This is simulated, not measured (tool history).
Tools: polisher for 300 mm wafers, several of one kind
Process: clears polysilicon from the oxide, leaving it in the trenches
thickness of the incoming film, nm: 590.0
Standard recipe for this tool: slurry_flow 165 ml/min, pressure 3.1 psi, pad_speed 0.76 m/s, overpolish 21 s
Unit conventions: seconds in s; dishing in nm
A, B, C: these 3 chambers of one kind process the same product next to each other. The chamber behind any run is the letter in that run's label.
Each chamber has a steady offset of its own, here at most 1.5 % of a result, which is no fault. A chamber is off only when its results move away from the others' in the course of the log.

run	day	slurry_flow	pressure	pad_speed	overpolish	wafers polished on this pad	hours since the slurry nozzle was cleaned	hours since the head pressure was calibrated	seconds	dishing
1C	0.396	165	3.1	0.76	21	288	148.8	624.5	49.671	45.483
2B	0.633	165	3.1	0.76	21	753	101.0	535.0	48.855	43.390
3A	1.033	165	3.1	0.76	21	685	168.5	553.8	49.584	43.034
4A	1.500	165	3.1	0.76	21	757	179.7	565.0	50.773	44.108
5C	1.875	165	3.1	0.92	26	514	184.3	660.0	41.433	46.075
6B	2.154	165	3.1	0.92	26	986	137.5	571.5	40.287	42.611
7A	2.471	165	3.1	0.92	26	905	203.0	588.3	40.677	43.662
8C	2.879	165	2.2	0.62	21	668	208.4	684.1	84.397	41.678
9B	3.262	165	2.2	0.62	21	1155	164.1	598.1	83.406	40.465
# day 3.329: chamber B: worn pad replaced by a new one
10A	3.654	165	2.2	0.62	21	1086	231.4	616.7	85.532	41.186
11B	4.154	165	3.1	0.76	21	126	185.5	619.5	48.684	41.580
12C	4.521	165	3.1	0.76	21	918	247.8	723.5	49.784	45.295
# day 4.683: chamber C: worn pad replaced by a new one
13B	4.904	165	3.1	0.76	21	241	203.5	637.5	48.716	44.843
# day 4.917: chamber B: head pressure recalibrated
# day 5.142: chamber A: worn pad replaced by a new one
14C	5.392	165	3.1	0.76	21	108	268.7	744.4	49.973	43.790
15A	5.908	165	3.1	0.76	21	117	285.5	670.8	49.377	43.816
16C	6.367	165	3.1	0.76	21	257	292.1	767.8	48.178	43.371
17A	6.738	165	3.1	0.76	21	244	305.4	690.7	48.722	42.546
18B	7.204	165	3.1	0.76	21	592	258.7	55.0	48.671	45.939
19B	7.471	165	3.1	0.76	21	633	265.1	61.4	49.228	42.860
20C	7.875	165	3.1	0.76	21	488	328.3	804.0	50.132	43.925
# day 7.971: chamber B: slurry nozzle cleaned
21A	8.188	165	3.1	0.76	21	465	340.2	725.5	48.038	42.615
22B	8.675	165	3.1	0.76	21	817	16.9	90.3	48.601	42.689
23C	9.062	165	3.1	0.76	21	669	356.8	832.5	48.348	44.200
24A	9.417	165	3.1	0.68	21	653	369.7	755.0	54.549	42.619
25A	9.767	165	3.1	0.68	21	707	378.1	763.4	56.643	43.246

One chamber off, gauge drift, or nothing amiss beyond the chambers' own small offsets? If it is a chamber, which one, and what is the likeliest cause?

The fleet is healthy, with each chamber sitting at its usual small offset and no drift in the gauge.
